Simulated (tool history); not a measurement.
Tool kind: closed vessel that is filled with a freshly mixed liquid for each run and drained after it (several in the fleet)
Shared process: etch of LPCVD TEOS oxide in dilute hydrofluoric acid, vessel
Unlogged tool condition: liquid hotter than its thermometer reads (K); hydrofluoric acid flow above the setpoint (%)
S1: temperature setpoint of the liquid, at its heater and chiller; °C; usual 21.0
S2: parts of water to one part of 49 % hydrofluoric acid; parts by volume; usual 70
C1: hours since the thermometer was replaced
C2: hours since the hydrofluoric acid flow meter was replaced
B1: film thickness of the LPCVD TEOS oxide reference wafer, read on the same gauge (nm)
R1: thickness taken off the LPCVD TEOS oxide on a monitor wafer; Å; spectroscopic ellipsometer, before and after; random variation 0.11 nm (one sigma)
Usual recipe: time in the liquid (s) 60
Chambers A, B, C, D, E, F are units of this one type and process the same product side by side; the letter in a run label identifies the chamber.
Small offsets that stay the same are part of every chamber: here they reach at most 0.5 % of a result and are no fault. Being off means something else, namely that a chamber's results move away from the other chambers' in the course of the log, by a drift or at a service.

run 1F hour=14.0 | S1=21.0 S2=70 time_in_the_liquid_(s)=60 | C1=683.0 C2=655.5 | B1=109.95 | R1=352.74
run 2D hour=22.9 | S1=21.0 S2=70 time_in_the_liquid_(s)=60 | C1=1561.7 C2=99.7 | B1=110.01 | R1=351.52
-- hour=32.6 chamber E: thermometer replaced
run 3A hour=32.6 | S1=21.0 S2=70 time_in_the_liquid_(s)=60 | C1=36.0 C2=1067.4 | B1=109.96 | R1=349.90
run 4C hour=39.1 | S1=21.0 S2=70 time_in_the_liquid_(s)=60 | C1=706.8 C2=921.7 | B1=110.00 | R1=350.93
run 5B hour=51.3 | S1=21.0 S2=70 time_in_the_liquid_(s)=60 | C1=588.0 C2=884.6 | B1=110.02 | R1=348.63
run 6E hour=63.4 | S1=21.0 S2=70 time_in_the_liquid_(s)=60 | C1=30.8 C2=512.2 | B1=110.01 | R1=351.71
run 7A hour=74.6 | S1=21.0 S2=70 time_in_the_liquid_(s)=60 | C1=78.0 C2=1109.4 | B1=109.99 | R1=348.99
run 8E hour=83.4 | S1=21.0 S2=70 time_in_the_liquid_(s)=60 | C1=50.8 C2=532.2 | B1=110.01 | R1=351.81
run 9F hour=96.0 | S1=21.0 S2=70 time_in_the_liquid_(s)=60 | C1=765.0 C2=737.5 | B1=109.99 | R1=349.60
-- hour=102.9 chamber D: thermometer replaced
run 10D hour=109.0 | S1=21.0 S2=70 time_in_the_liquid_(s)=60 | C1=6.1 C2=185.8 | B1=109.97 | R1=350.09
run 11C hour=118.4 | S1=21.0 S2=70 time_in_the_liquid_(s)=75 | C1=786.1 C2=1001.0 | B1=110.02 | R1=439.01
run 12B hour=132.5 | S1=21.0 S2=70 time_in_the_liquid_(s)=75 | C1=669.2 C2=965.8 | B1=110.04 | R1=434.59
run 13B hour=146.5 | S1=21.0 S2=70 time_in_the_liquid_(s)=75 | C1=683.2 C2=979.8 | B1=109.97 | R1=434.52
run 14F hour=158.2 | S1=21.0 S2=70 time_in_the_liquid_(s)=75 | C1=827.2 C2=799.7 | B1=109.98 | R1=437.80
run 15C hour=167.0 | S1=21.0 S2=70 time_in_the_liquid_(s)=75 | C1=834.7 C2=1049.6 | B1=110.02 | R1=438.21
run 16A hour=173.6 | S1=21.0 S2=70 time_in_the_liquid_(s)=75 | C1=177.0 C2=1208.4 | B1=110.01 | R1=436.21
run 17D hour=185.2 | S1=21.0 S2=70 time_in_the_liquid_(s)=60 | C1=82.3 C2=262.0 | B1=109.95 | R1=348.87
run 18E hour=198.0 | S1=21.0 S2=70 time_in_the_liquid_(s)=60 | C1=165.4 C2=646.8 | B1=110.01 | R1=351.51
run 19D hour=211.4 | S1=21.0 S2=70 time_in_the_liquid_(s)=75 | C1=108.5 C2=288.2 | B1=110.01 | R1=437.36
-- hour=216.5 chamber F: thermometer replaced
run 20A hour=225.8 | S1=21.0 S2=70 time_in_the_liquid_(s)=75 | C1=229.2 C2=1260.6 | B1=110.00 | R1=436.27
run 21B hour=237.0 | S1=21.0 S2=70 time_in_the_liquid_(s)=75 | C1=773.7 C2=1070.3 | B1=109.98 | R1=441.15
run 22F hour=248.5 | S1=21.0 S2=70 time_in_the_liquid_(s)=75 | C1=32.0 C2=890.0 | B1=109.99 | R1=439.23
run 23E hour=261.2 | S1=21.0 S2=70 time_in_the_liquid_(s)=75 | C1=228.6 C2=710.0 | B1=110.02 | R1=440.21
run 24C hour=272.4 | S1=21.0 S2=70 time_in_the_liquid_(s)=75 | C1=940.1 C2=1155.0 | B1=110.00 | R1=438.05
run 25F hour=284.3 | S1=21.0 S2=70 time_in_the_liquid_(s)=60 | C1=67.8 C2=925.8 | B1=110.01 | R1=350.32
run 26E hour=292.9 | S1=19.5 S2=70 time_in_the_liquid_(s)=60 | C1=260.3 C2=741.7 | B1=110.04 | R1=326.86
run 27B hour=300.7 | S1=19.5 S2=70 time_in_the_liquid_(s)=60 | C1=837.4 C2=1134.0 | B1=110.03 | R1=332.58
run 28D hour=310.3 | S1=19.5 S2=70 time_in_the_liquid_(s)=60 | C1=207.4 C2=387.1 | B1=109.97 | R1=328.33
run 29A hour=319.2 | S1=19.5 S2=70 time_in_the_liquid_(s)=60 | C1=322.6 C2=1354.0 | B1=110.02 | R1=326.32
run 30C hour=327.1 | S1=19.5 S2=70 time_in_the_liquid_(s)=60 | C1=994.8 C2=1209.7 | B1=110.00 | R1=329.23
run 31A hour=341.7 | S1=19.5 S2=70 time_in_the_liquid_(s)=60 | C1=345.1 C2=1376.5 | B1=110.02 | R1=327.79
run 32F hour=351.9 | S1=21.0 S2=70 time_in_the_liquid_(s)=60 | C1=135.4 C2=993.4 | B1=109.95 | R1=351.09
run 33B hour=360.1 | S1=21.0 S2=70 time_in_the_liquid_(s)=60 | C1=896.8 C2=1193.4 | B1=109.98 | R1=356.39
run 34D hour=369.6 | S1=21.0 S2=70 time_in_the_liquid_(s)=60 | C1=266.7 C2=446.4 | B1=109.99 | R1=349.83
run 35E hour=378.0 | S1=21.0 S2=55 time_in_the_liquid_(s)=60 | C1=345.4 C2=826.8 | B1=110.00 | R1=454.89
run 36C hour=388.0 | S1=21.0 S2=55 time_in_the_liquid_(s)=60 | C1=1055.7 C2=1270.6 | B1=110.04 | R1=453.00
run 37C hour=395.7 | S1=21.0 S2=55 time_in_the_liquid_(s)=60 | C1=1063.4 C2=1278.3 | B1=109.99 | R1=453.35

Is one chamber out of step, is the gauge drifting, or do the chambers differ by no more than their own small offsets? For an off chamber, give its letter and the likeliest cause.

Little by little, chamber B moves away from the other chambers.
What lies behind it: liquid hotter than its thermometer reads (K) = 0.55.
The log may not tell that from: hydrofluoric acid flow above the setpoint (%).

Chamber B could run next with any of the 4 candidate recipes listed below; each alters the usual settings, and their results appear as question marks. Which one brings its results back in line with what the other chambers deliver on the usual settings?
In line means no further than this from the other chambers' mean on the usual settings: R1 3.70 Å
run 38B-1 hour=406.3 | S1=22.0 S2=70 time_in_the_liquid_(s)=60 | R1=?
run 38B-2 hour=406.3 | S1=20.5 S2=70 time_in_the_liquid_(s)=60 | R1=?
run 38B-3 hour=406.3 | S1=20.0 S2=70 time_in_the_liquid_(s)=60 | R1=?
run 38B-4 hour=406.3 | S1=21.5 S2=70 time_in_the_liquid_(s)=60 | R1=?

On the usual settings, the other chambers give on average: R1 350.26 Å
run=38B-1 R1=371.60
run=38B-2 R1=349.43
run=38B-3 R1=342.38
run=38B-4 R1=364.19
With 38B-2, the chamber falls back in line with the rest.

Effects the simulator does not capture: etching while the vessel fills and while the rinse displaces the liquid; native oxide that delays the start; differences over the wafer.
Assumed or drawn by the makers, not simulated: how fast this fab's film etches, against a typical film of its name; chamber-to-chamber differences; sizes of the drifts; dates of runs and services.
